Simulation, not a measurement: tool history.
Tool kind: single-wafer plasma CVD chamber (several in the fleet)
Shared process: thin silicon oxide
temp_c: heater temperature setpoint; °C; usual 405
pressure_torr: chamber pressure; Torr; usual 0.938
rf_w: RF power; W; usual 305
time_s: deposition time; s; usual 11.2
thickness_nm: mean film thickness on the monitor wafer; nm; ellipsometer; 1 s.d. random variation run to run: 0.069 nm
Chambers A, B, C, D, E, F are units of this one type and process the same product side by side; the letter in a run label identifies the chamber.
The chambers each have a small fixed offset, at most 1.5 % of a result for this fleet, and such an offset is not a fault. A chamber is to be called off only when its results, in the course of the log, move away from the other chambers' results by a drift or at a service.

| run | hour | temp_c | pressure_torr | rf_w | time_s | read-back reference wafer on the same gauge, thickness_nm | thickness_nm |
|---|---|---|---|---|---|---|---|
| 1F | 10.0 | 405 | 0.938 | 305 | 11.2 | 23.210 | 23.477 |
| 2A | 17.9 | 405 | 0.938 | 305 | 11.2 | 23.210 | 23.732 |
| 3B | 23.5 | 405 | 0.938 | 305 | 11.2 | 23.208 | 23.752 |
| 4E | 35.3 | 405 | 0.938 | 305 | 11.2 | 23.185 | 23.491 |
| 5C | 41.3 | 405 | 0.938 | 305 | 11.2 | 23.209 | 23.495 |
| 6D | 47.0 | 405 | 0.938 | 305 | 11.2 | 23.193 | 23.565 |
| 7F | 59.6 | 396 | 0.938 | 305 | 11.2 | 23.199 | 23.599 |
| 8C | 66.2 | 396 | 0.938 | 305 | 11.2 | 23.180 | 23.821 |
| 9D | 74.9 | 396 | 0.938 | 305 | 11.2 | 23.216 | 23.849 |
|  | 77.4 | chamber D: thermocouple changed; heater temperature recalibrated |
| 10B | 80.8 | 396 | 0.938 | 305 | 11.2 | 23.211 | 24.003 |
| 11A | 87.6 | 396 | 0.938 | 305 | 11.2 | 23.205 | 23.918 |
| 12E | 99.7 | 396 | 0.938 | 305 | 11.2 | 23.204 | 23.815 |
|  | 108.4 | chamber F: RF generator calibrated |
| 13C | 110.1 | 405 | 0.938 | 305 | 11.2 | 23.202 | 23.643 |
|  | 117.1 | chamber F: capacitance manometer re-zeroed and calibrated |
| 14D | 117.6 | 405 | 0.938 | 305 | 11.2 | 23.200 | 23.558 |
| 15B | 126.1 | 405 | 0.938 | 305 | 11.2 | 23.200 | 23.887 |
| 16E | 137.3 | 405 | 0.841 | 305 | 11.2 | 23.195 | 21.361 |
| 17A | 145.4 | 405 | 0.841 | 305 | 11.2 | 23.211 | 21.712 |
| 18F | 153.4 | 405 | 0.841 | 305 | 11.2 | 23.213 | 21.385 |
| 19C | 163.8 | 405 | 0.841 | 305 | 11.2 | 23.190 | 21.478 |
| 20E | 173.3 | 405 | 0.841 | 305 | 11.2 | 23.190 | 21.508 |
|  | 176.7 | chamber D: capacitance manometer re-zeroed and calibrated |
| 21A | 180.7 | 405 | 0.841 | 305 | 11.2 | 23.212 | 21.492 |
| 22B | 190.0 | 405 | 0.938 | 305 | 11.2 | 23.212 | 23.890 |
| 23F | 198.0 | 405 | 0.938 | 305 | 11.2 | 23.197 | 23.390 |
| 24D | 205.0 | 405 | 0.938 | 305 | 11.2 | 23.185 | 24.072 |
| 25F | 216.8 | 405 | 0.938 | 305 | 11.2 | 23.199 | 23.417 |
| 26C | 227.7 | 405 | 0.938 | 305 | 11.2 | 23.211 | 23.506 |
| 27D | 238.4 | 405 | 0.938 | 305 | 11.2 | 23.185 | 24.105 |
| 28E | 244.7 | 405 | 0.938 | 305 | 11.2 | 23.196 | 23.580 |
|  | 246.6 | chamber F: thermocouple changed; heater temperature recalibrated |
| 29B | 252.8 | 405 | 0.938 | 305 | 11.2 | 23.209 | 23.933 |
| 30A | 258.5 | 405 | 0.938 | 305 | 11.2 | 23.195 | 23.600 |
| 31A | 270.5 | 405 | 0.938 | 305 | 11.2 | 23.202 | 23.721 |
| 32D | 283.1 | 405 | 0.938 | 305 | 11.2 | 23.199 | 24.123 |
| 33E | 294.9 | 405 | 0.938 | 305 | 11.2 | 23.180 | 23.737 |
| 34B | 305.2 | 405 | 0.938 | 305 | 11.2 | 23.197 | 23.968 |
| 35C | 310.7 | 405 | 0.938 | 305 | 11.2 | 23.207 | 23.523 |
| 36F | 319.0 | 412 | 0.938 | 305 | 9.5 | 23.194 | 19.792 |
| 37A | 325.6 | 412 | 0.938 | 305 | 9.5 | 23.200 | 20.028 |
| 38E | 333.6 | 412 | 0.938 | 305 | 9.5 | 23.204 | 19.998 |
| 39D | 343.3 | 412 | 0.938 | 305 | 9.5 | 23.222 | 20.403 |

Predict what each chamber gives when all 6 of them run the settings below next.
| 40A | 352.6 | 405 | 0.938 | 305 | 12.5 |  | ? |
| 40B | 352.6 | 405 | 0.938 | 305 | 12.5 |  | ? |
| 40C | 352.6 | 405 | 0.938 | 305 | 12.5 |  | ? |
| 40D | 352.6 | 405 | 0.938 | 305 | 12.5 |  | ? |
| 40E | 352.6 | 405 | 0.938 | 305 | 12.5 |  | ? |
| 40F | 352.6 | 405 | 0.938 | 305 | 12.5 |  | ? |

| run | thickness_nm |
|---|---|
| 40A | 26.400 |
| 40B | 26.636 |
| 40C | 26.336 |
| 40D | 26.846 |
| 40E | 26.303 |
| 40F | 26.194 |
